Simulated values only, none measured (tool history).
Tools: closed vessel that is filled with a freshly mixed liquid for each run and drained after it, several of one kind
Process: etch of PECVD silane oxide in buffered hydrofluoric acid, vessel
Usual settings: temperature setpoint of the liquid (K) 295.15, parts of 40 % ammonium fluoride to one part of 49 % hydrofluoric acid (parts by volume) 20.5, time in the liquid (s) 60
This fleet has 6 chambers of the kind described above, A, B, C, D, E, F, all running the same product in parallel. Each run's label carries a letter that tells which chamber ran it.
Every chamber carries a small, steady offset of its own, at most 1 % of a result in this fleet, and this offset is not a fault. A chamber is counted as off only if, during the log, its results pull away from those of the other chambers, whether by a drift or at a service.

run	hour	temperature setpoint of the liquid (K)	parts of 40 % ammonium fluoride to one part of 49 % hydrofluoric acid (parts by volume)	time in the liquid (s)	hours since the thermometer was replaced	hours since the hydrofluoric acid flow meter was replaced	read-back film thickness of the PECVD silane oxide reference wafer, read on the same gauge (nm)	thickness taken off the PECVD silane oxide on a monitor wafer (Å)
1D	10.1	295.15	20.5	60	227.9	167.7	129.97	546.39
2C	19.7	295.15	20.5	60	2709.5	231.3	129.99	535.64
3A	24.7	295.15	20.5	60	745.9	476.4	129.98	544.79
4E	30.4	295.15	20.5	60	471.3	687.6	130	552.26
5F	38.3	295.15	20.5	60	1102.8	750.7	130.02	546.08
6B	46.3	295.15	20.5	60	1582.7	573.7	130.01	543.66
7E	55.1	295.15	20.5	60	496	712.3	130.01	536.54
8C	62	295.15	20.5	60	2751.8	273.6	130.01	545.68
9B	70.1	295.15	20.5	60	1606.5	597.5	129.98	545.69
10F	78.5	295.15	20.5	60	1143	790.9	130.01	543.87
11D	84.4	295.15	20.5	60	302.2	242	130.03	551.75
12A	94	295.15	20.5	60	815.2	545.7	130.01	551.04
13F	103.2	295.15	20.5	60	1167.7	815.6	130.01	544.8
14B	112.8	295.15	20.5	60	1649.2	640.2	129.98	550.67
15A	119.2	295.15	20.5	60	840.4	570.9	129.98	548.8
16D	128.5	295.15	20.5	60	346.3	286.1	129.98	554.34
17E	135.6	295.15	20.5	60	576.5	792.8	129.99	533.63
18C	141.9	295.15	13.5	60	2831.7	353.5	130.03	804.48
19B	151.4	295.15	13.5	60	1687.8	678.8	130.02	803.45
20E	158.1	295.15	13.5	60	599	815.3	129.97	812.39
21F	168.1	295.15	13.5	60	1232.6	880.5	129.99	799.65
22D	177.4	295.15	13.5	60	395.2	335	129.98	829.8
23A	186.5	295.15	13.5	60	907.7	638.2	129.98	812.78
# hour 189.4: chamber E: hydrofluoric acid flow meter replaced
# hour 192: chamber C: thermometer replaced
# hour 192.4: chamber B: thermometer replaced
24C	193.4	295.15	20.5	60	1.5	405	130	537.2
25C	201.4	290.65	20.5	60	9.5	413	129.97	420.81
26B	207.1	290.65	20.5	60	14.8	734.5	130.02	416.79
27A	212.8	290.65	20.5	60	934	664.5	130	434.04
28F	218.9	290.65	20.5	60	1283.4	931.3	129.99	396.96
29E	223.6	290.65	20.5	60	664.5	34.2	129.97	423.49
30D	231.5	290.65	20.5	60	449.3	389.1	129.99	424.52
31F	236.6	295.15	20.5	60	1301.1	949	129.99	508.62
32A	241.2	295.15	20.5	60	962.4	692.9	129.99	551.4
33C	249.4	291.65	20.5	60	57.5	461	130	446.15
34E	257.4	291.65	20.5	60	698.3	68	129.97	448.17
35D	264.6	291.65	20.5	60	482.4	422.2	130	455.9
36B	274.3	291.65	20.5	60	82	801.7	130	446.7
37A	283.4	291.65	20.5	60	1004.6	735.1	129.98	455.99
38D	291	291.65	20.5	60	508.8	448.6	130.03	447.13
39B	296.9	295.15	20.5	60	104.6	824.3	130	538.81

Predict what each chamber gives when all 6 of them run the settings below next.
40A	304.2	295.15	20.5	60				?
40B	304.2	295.15	20.5	60				?
40C	304.2	295.15	20.5	60				?
40D	304.2	295.15	20.5	60				?
40E	304.2	295.15	20.5	60				?
40F	304.2	295.15	20.5	60				?

run	thickness taken off the PECVD silane oxide on a monitor wafer (Å)
40A	544.72
40B	549.65
40C	540.58
40D	548.97
40E	542.88
40F	483.34
